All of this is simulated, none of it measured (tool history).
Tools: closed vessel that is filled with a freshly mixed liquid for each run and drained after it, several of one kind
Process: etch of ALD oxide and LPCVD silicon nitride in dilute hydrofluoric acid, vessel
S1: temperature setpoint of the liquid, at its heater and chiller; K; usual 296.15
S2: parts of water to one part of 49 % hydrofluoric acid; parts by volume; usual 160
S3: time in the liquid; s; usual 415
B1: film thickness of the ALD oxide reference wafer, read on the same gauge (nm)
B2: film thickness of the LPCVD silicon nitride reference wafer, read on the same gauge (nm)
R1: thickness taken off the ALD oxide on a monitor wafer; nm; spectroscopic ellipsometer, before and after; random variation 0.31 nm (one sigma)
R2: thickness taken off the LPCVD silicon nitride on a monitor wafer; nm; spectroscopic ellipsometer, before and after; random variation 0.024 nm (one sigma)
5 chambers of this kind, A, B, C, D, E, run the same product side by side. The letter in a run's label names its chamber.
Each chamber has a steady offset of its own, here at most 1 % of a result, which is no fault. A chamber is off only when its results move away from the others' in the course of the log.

run 1B hour=6.7 | S1=296.15 S2=160 S3=415 | B1=89.997 B2=80.009 | R1=39.727 R2=1.4052
-- hour=10.9 chamber C: thermometer replaced
run 2A hour=11.3 | S1=296.15 S2=160 S3=415 | B1=90.03 B2=79.969 | R1=40.314 R2=1.3754
run 3E hour=19.5 | S1=296.15 S2=160 S3=415 | B1=89.988 B2=79.993 | R1=40.028 R2=1.3745
run 4D hour=29.8 | S1=296.15 S2=160 S3=415 | B1=90.007 B2=80.009 | R1=40.826 R2=1.3786
run 5C hour=36.2 | S1=296.15 S2=160 S3=415 | B1=89.975 B2=80.02 | R1=40.143 R2=1.3696
run 6B hour=46.9 | S1=296.15 S2=215 S3=415 | B1=90.018 B2=80.026 | R1=28.759 R2=1.0093
run 7C hour=57.2 | S1=296.15 S2=215 S3=415 | B1=89.978 B2=80.018 | R1=28.52 R2=1.0404
run 8A hour=67.6 | S1=296.15 S2=215 S3=415 | B1=89.988 B2=80.034 | R1=28.798 R2=1.0203
run 9D hour=77.7 | S1=296.15 S2=215 S3=415 | B1=89.961 B2=79.981 | R1=27.998 R2=0.99775
-- hour=77.9 chamber E: hydrofluoric acid flow meter replaced
run 10E hour=82.5 | S1=296.15 S2=215 S3=415 | B1=90.038 B2=79.999 | R1=27.749 R2=1.0427
run 11D hour=90.3 | S1=293.15 S2=125 S3=415 | B1=90.004 B2=80.006 | R1=47.631 R2=1.4359
run 12C hour=95.4 | S1=293.15 S2=125 S3=415 | B1=89.994 B2=79.946 | R1=47.391 R2=1.449
run 13B hour=100.9 | S1=293.15 S2=125 S3=415 | B1=90.032 B2=80.015 | R1=48.169 R2=1.4589
run 14E hour=110.9 | S1=293.15 S2=125 S3=415 | B1=89.989 B2=79.998 | R1=46.957 R2=1.4512
run 15A hour=121.2 | S1=293.15 S2=125 S3=415 | B1=90.018 B2=79.997 | R1=47.433 R2=1.4417
run 16C hour=128.7 | S1=296.15 S2=160 S3=415 | B1=90.004 B2=80.003 | R1=40.056 R2=1.3791
run 17D hour=134.2 | S1=296.15 S2=160 S3=415 | B1=90.028 B2=79.968 | R1=38.868 R2=1.3373
run 18A hour=140.3 | S1=296.15 S2=160 S3=415 | B1=89.997 B2=79.993 | R1=40.61 R2=1.3569
run 19B hour=145.9 | S1=296.15 S2=160 S3=415 | B1=89.968 B2=80.042 | R1=40.4 R2=1.3684
run 20E hour=154.2 | S1=296.15 S2=160 S3=415 | B1=89.991 B2=79.995 | R1=39.55 R2=1.382
run 21A hour=159.7 | S1=296.15 S2=160 S3=415 | B1=90.002 B2=80.025 | R1=40.373 R2=1.3457
run 22B hour=169.7 | S1=296.15 S2=160 S3=415 | B1=89.99 B2=80.021 | R1=40.192 R2=1.3723
run 23E hour=178.8 | S1=296.15 S2=110 S3=415 | B1=90.039 B2=79.991 | R1=61.112 R2=1.9609
run 24D hour=188.5 | S1=296.15 S2=110 S3=415 | B1=90 B2=80.02 | R1=59.036 R2=1.942
run 25C hour=198.2 | S1=296.15 S2=110 S3=415 | B1=90.013 B2=79.995 | R1=62.048 R2=1.992
run 26B hour=207 | S1=296.15 S2=110 S3=415 | B1=90.021 B2=79.999 | R1=62.746 R2=2.0035
run 27A hour=216.9 | S1=296.15 S2=110 S3=415 | B1=89.99 B2=80.018 | R1=61.797 R2=2.0087
run 28E hour=222.8 | S1=296.15 S2=160 S3=415 | B1=89.992 B2=79.994 | R1=40.001 R2=1.3873
run 29C hour=232.2 | S1=296.15 S2=160 S3=415 | B1=89.99 B2=80.004 | R1=40.342 R2=1.3724
run 30D hour=241.5 | S1=296.15 S2=160 S3=415 | B1=89.982 B2=79.967 | R1=37.792 R2=1.2848
run 31C hour=252.1 | S1=293.15 S2=230 S3=415 | B1=90 B2=79.993 | R1=23.108 R2=0.80395
run 32A hour=261.7 | S1=293.15 S2=230 S3=415 | B1=89.996 B2=80.019 | R1=23.723 R2=0.76822
run 33B hour=268.9 | S1=293.15 S2=230 S3=415 | B1=90.041 B2=79.991 | R1=23.101 R2=0.79397
run 34E hour=274.1 | S1=293.15 S2=230 S3=415 | B1=89.994 B2=79.965 | R1=23.037 R2=0.7795
run 35D hour=281.5 | S1=293.15 S2=230 S3=415 | B1=89.983 B2=79.977 | R1=21.347 R2=0.75179
run 36E hour=289.6 | S1=296.15 S2=160 S3=415 | B1=89.981 B2=80.018 | R1=40.317 R2=1.3991
run 37C hour=296.9 | S1=296.15 S2=160 S3=415 | B1=89.977 B2=79.964 | R1=40.429 R2=1.4072
run 38B hour=304.2 | S1=296.15 S2=160 S3=415 | B1=89.962 B2=80.025 | R1=40.847 R2=1.3789
run 39A hour=313.8 | S1=301.15 S2=160 S3=310 | B1=90.029 B2=80.007 | R1=36.583 R2=1.366
run 40D hour=319.4 | S1=301.15 S2=160 S3=310 | B1=89.993 B2=80.018 | R1=32.943 R2=1.298
run 41E hour=324.3 | S1=301.15 S2=160 S3=310 | B1=90.002 B2=80 | R1=35.576 R2=1.4182
run 42D hour=330.7 | S1=301.15 S2=160 S3=310 | B1=90.007 B2=79.987 | R1=32.914 R2=1.3122

Is one chamber off against the others, does the gauge drift, or is nothing wrong? If a chamber is off, say which, and what the likeliest cause is.

Chamber D drifts away from the others.
Cause: hydrofluoric acid flow below the setpoint (%) = 8.37.

Here are 4 candidates for chamber D's next run, each the usual settings with a change, their results left as question marks. Which one brings its results back in line with what the others give on the usual settings?
In line means no further than this from the other chambers' mean on the usual settings: R1 1.1 nm; R2 0.084 nm
run 43D-1 hour=338.4 | S1=296.15 S2=155 S3=420 | R1=? R2=?
run 43D-2 hour=338.4 | S1=295.65 S2=150 S3=430 | R1=? R2=?
run 43D-3 hour=338.4 | S1=296.65 S2=170 S3=395 | R1=? R2=?
run 43D-4 hour=338.4 | S1=296.15 S2=165 S3=410 | R1=? R2=?

The other chambers' mean on the usual settings: R1 40.299 nm; R2 1.3732 nm
run=43D-1 R1=38.229 R2=1.3309
run=43D-2 R1=39.918 R2=1.363
run=43D-3 R1=32.843 R2=1.1806
run=43D-4 R1=34.662 R2=1.222
43D-2 brings the chamber back in line.
